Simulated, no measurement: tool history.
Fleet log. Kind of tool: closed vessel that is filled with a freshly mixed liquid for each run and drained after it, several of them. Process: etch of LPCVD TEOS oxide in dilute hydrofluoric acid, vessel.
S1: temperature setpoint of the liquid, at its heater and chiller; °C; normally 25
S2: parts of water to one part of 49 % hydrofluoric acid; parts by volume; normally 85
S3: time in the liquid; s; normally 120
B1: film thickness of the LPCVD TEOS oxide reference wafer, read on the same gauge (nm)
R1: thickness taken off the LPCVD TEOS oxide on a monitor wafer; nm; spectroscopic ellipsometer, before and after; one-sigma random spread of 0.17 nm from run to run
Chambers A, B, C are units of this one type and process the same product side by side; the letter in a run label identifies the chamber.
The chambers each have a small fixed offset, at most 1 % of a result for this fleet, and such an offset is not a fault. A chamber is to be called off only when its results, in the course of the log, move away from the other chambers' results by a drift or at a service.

| run | day | S1 | S2 | S3 | B1 | R1 |
|---|---|---|---|---|---|---|
| 1C | 0.292 | 25 | 85 | 120 | 139.99 | 49.969 |
| 2B | 0.742 | 25 | 85 | 120 | 139.99 | 49.42 |
| 3A | 1.054 | 25 | 85 | 120 | 139.98 | 49.773 |
| 4A | 1.475 | 25 | 85 | 120 | 139.99 | 49.904 |
| 5C | 1.812 | 25 | 85 | 120 | 139.99 | 49.76 |
| 6B | 2.162 | 25 | 85 | 120 | 139.98 | 49.561 |
| 7A | 2.525 | 25 | 85 | 120 | 139.98 | 49.645 |
| 8C | 2.9 | 25 | 55 | 120 | 140 | 80.031 |
| 9B | 3.254 | 25 | 55 | 120 | 139.99 | 80.952 |
| 10C | 3.662 | 25 | 55 | 120 | 139.99 | 80.053 |
| 11B | 3.904 | 25 | 85 | 120 | 139.98 | 49.947 |
| 12A | 4.3 | 25 | 85 | 120 | 140.02 | 49.704 |
| 13B | 4.504 | 25 | 85 | 120 | 139.99 | 50.148 |
| 14C | 4.867 | 25 | 105 | 170 | 140.01 | 55.849 |
| 15A | 5.312 | 25 | 105 | 170 | 140 | 55.461 |
| 16A | 5.746 | 25 | 105 | 170 | 140 | 55.439 |
| 17B | 6.038 | 25 | 85 | 120 | 139.99 | 50.599 |
| 18C | 6.279 | 25 | 85 | 120 | 139.98 | 49.869 |
| 19B | 6.554 | 25 | 85 | 120 | 139.98 | 51.084 |
| 20A | 6.954 | 25 | 85 | 120 | 140.04 | 49.909 |
| 21C | 7.362 | 25 | 85 | 120 | 139.99 | 50.053 |
| 22A | 7.679 | 25 | 85 | 120 | 140.01 | 50.075 |
| 23C | 8.021 | 28.5 | 85 | 120 | 140.02 | 57.127 |
| 24B | 8.458 | 28.5 | 85 | 120 | 140 | 58.651 |
| 25C | 8.788 | 28.5 | 85 | 120 | 140 | 56.869 |
| 26A | 9.083 | 25 | 85 | 120 | 140.01 | 49.679 |
| 27B | 9.425 | 25 | 85 | 120 | 140.02 | 51.51 |
| 28B | 9.838 | 25 | 85 | 120 | 140.01 | 51.393 |
| 29A | 10.162 | 25 | 85 | 120 | 139.95 | 49.305 |
| 30C | 10.371 | 25 | 85 | 120 | 140.01 | 50.182 |
| 31B | 10.721 | 25 | 85 | 120 | 139.99 | 51.975 |

What goes on in this fleet: one chamber off, a drifting gauge, or nothing beyond the chambers' own small offsets? Name the chamber and the cause, if any.

Chamber B drifts away from the others.
What lies behind it: liquid hotter than its thermometer reads (K) = 1.13.
It could be hard to tell apart here from: hydrofluoric acid flow above the setpoint (%).

Which of the 4 candidates below, each the usual settings with something changed and its results left as question marks, puts chamber B back in line with what the other chambers give on the usual settings?
In-line tolerance around the mean of the other chambers on the usual settings: R1 0.62 nm
| 32B-1 | 11.042 | 26.5 | 85 | 120 |  | ? |
| 32B-2 | 11.042 | 25 | 85 | 115 |  | ? |
| 32B-3 | 11.042 | 25 | 90 | 120 |  | ? |
| 32B-4 | 11.042 | 25 | 85 | 125 |  | ? |

Other chambers, usual settings, mean: R1 49.882 nm
| run | R1 |
|---|---|
| 32B-1 | 54.911 |
| 32B-2 | 49.61 |
| 32B-3 | 48.522 |
| 32B-4 | 53.924 |
With 32B-2, the chamber falls back in line with the rest.
